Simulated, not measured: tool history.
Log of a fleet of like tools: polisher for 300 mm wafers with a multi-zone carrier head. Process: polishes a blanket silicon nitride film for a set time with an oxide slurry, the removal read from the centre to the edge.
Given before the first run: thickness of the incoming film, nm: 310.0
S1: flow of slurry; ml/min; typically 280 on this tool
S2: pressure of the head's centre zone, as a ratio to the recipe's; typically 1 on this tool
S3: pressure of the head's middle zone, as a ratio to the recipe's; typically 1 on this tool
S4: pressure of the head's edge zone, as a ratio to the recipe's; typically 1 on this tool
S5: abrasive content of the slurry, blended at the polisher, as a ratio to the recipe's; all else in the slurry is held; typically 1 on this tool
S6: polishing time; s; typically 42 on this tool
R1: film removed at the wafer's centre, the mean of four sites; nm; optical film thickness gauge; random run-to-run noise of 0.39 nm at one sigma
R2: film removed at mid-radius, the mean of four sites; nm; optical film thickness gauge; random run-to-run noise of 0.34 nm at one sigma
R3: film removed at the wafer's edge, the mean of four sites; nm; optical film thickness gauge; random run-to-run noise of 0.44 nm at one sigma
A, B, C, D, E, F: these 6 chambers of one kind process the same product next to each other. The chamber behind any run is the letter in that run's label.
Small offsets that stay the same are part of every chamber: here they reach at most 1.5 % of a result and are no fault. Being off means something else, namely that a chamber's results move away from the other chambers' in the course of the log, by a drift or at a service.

run     day   S1    S2    S3    S4  S5  S6      R1      R2      R3
      0.225  -- chamber B: worn pad replaced by a new one
      0.371  -- chamber F: worn pad replaced by a new one
 1E   0.588  280     1     1     1   1  42  29.141  29.798  28.885
      1.042  -- chamber D: worn pad replaced by a new one
 2C   1.112  280     1     1     1   1  42   29.02  29.051  29.621
 3D   1.604  280     1     1     1   1  42  29.312  29.741  29.122
 4B   2.208  280     1     1     1   1  42  29.315  29.407  29.606
      2.604  -- chamber A: worn pad replaced by a new one
 5F   2.696  280     1     1     1   1  42  28.331  28.625  29.532
 6A   3.033  280     1     1     1   1  42  29.493  29.359  29.234
       3.15  -- chamber B: worn pad replaced by a new one
 7C   3.371  280     1     1     1   1  42  29.596  29.447  29.069
      3.629  -- chamber C: worn pad replaced by a new one
 8E   3.717  280     1     1     1   1  42  29.755   29.14  29.362
      4.033  -- chamber F: worn pad replaced by a new one
 9F   4.192  280     1     1     1   1  42  28.828  29.254  30.195
      4.504  -- chamber B: slurry nozzle cleaned
10A   4.692  280     1     1     1   1  42  29.877  29.574  28.572
      4.842  -- chamber D: worn pad replaced by a new one
11D    5.15  280     1     1     1   1  42  28.987  29.135  28.863
12B   5.754  280     1  1.07     1   1  42  30.327  31.122  29.483
13C     6.1  280     1  1.07     1   1  42  28.457  31.194  29.712
14A   6.446  280     1  1.07     1   1  42  28.767  31.464   29.25
      6.458  -- chamber A: worn pad replaced by a new one
      6.588  -- chamber B: worn pad replaced by a new one
15D   6.758  280     1  1.07     1   1  42  29.497  31.588  29.681
16F   7.108  280     1  1.07     1   1  42  28.831  31.452  30.181
      7.217  -- chamber C: worn pad replaced by a new one
17B   7.612  280     1  1.07     1   1  42   29.31  31.304  29.157
      7.733  -- chamber F: worn pad replaced by a new one
18E   7.946  280     1     1     1   1  42   29.14  29.295  29.351
19B   8.392  280  0.96     1     1   1  42  27.921  29.712  29.921
      8.412  -- chamber D: worn pad replaced by a new one
      8.833  -- chamber A: slurry nozzle cleaned
20D   8.996  280  0.96     1     1   1  42   27.75  28.876  28.857
21F   9.517  280  0.96     1     1   1  42  28.048  29.545  29.887
22A   9.838  280  0.96     1     1   1  42  27.584  29.568  28.772
     10.179  -- chamber A: worn pad replaced by a new one
     10.246  -- chamber C: worn pad replaced by a new one
     10.333  -- chamber B: worn pad replaced by a new one
23C  10.354  280  0.96     1     1   1  42  27.788  29.499  29.086
     10.946  -- chamber F: worn pad replaced by a new one
24E  10.967  280  0.96     1     1   1  42  26.905  28.563   27.69
25F  11.504  280     1     1     1   1  42  29.129   29.44  29.283
     11.688  -- chamber B: edge zone pressure recalibrated
26C  11.779  280     1     1     1   1  42  29.738  29.254   29.35
     11.838  -- chamber D: slurry nozzle cleaned
     11.983  -- chamber D: worn pad replaced by a new one
27E  12.346  280     1     1     1   1  42  28.514   27.87  27.723
     12.608  -- chamber C: edge zone pressure recalibrated
28B  12.783  280     1     1     1   1  42  29.149  29.159  29.988
29A  13.108  280     1     1     1   1  42  28.949   29.72  29.764
30D  13.588  280   1.1     1     1   1  42  32.999  29.861  28.762
     13.825  -- chamber B: worn pad replaced by a new one
31E  13.883  280   1.1     1     1   1  42  30.625  28.042  28.279
     13.921  -- chamber A: worn pad replaced by a new one
     14.025  -- chamber C: worn pad replaced by a new one
32B  14.296  280   1.1     1     1   1  42  33.156  29.156  29.384
     14.354  -- chamber F: worn pad replaced by a new one
     14.683  -- chamber C: slurry nozzle cleaned
33D  14.683  280   1.1     1     1   1  42  31.619  29.019   29.62
     15.233  -- chamber A: edge zone pressure recalibrated
34C  15.283  280   1.1     1     1   1  42  33.208  29.216  29.229
     15.733  -- chamber F: slurry nozzle cleaned
35F  15.846  280   1.1     1     1   1  42  31.987  29.585    29.8
36A    16.3  280     1     1     1   1  42   29.55  29.662  28.597
37B  16.638  280     1     1     1   1  42   29.39  29.837  30.251
38C  17.208  280     1     1  1.11   1  42  28.535  28.718  30.777

The same settings go to every chamber for the next run, one line per chamber below. Forecast the results for each:
39A  17.654  280   1   1   1   1  42   ?   ?   ?
39B  17.654  280   1   1   1   1  42   ?   ?   ?
39C  17.654  280   1   1   1   1  42   ?   ?   ?
39D  17.654  280   1   1   1   1  42   ?   ?   ?
39E  17.654  280   1   1   1   1  42   ?   ?   ?
39F  17.654  280   1   1   1   1  42   ?   ?   ?

run      R1      R2      R3
39A  28.862  28.902  29.414
39B  28.959  29.347  28.962
39C  29.164  29.894  29.737
39D   29.66  29.506  29.127
39E  26.931  26.615  26.751
39F  29.397  29.665  29.521

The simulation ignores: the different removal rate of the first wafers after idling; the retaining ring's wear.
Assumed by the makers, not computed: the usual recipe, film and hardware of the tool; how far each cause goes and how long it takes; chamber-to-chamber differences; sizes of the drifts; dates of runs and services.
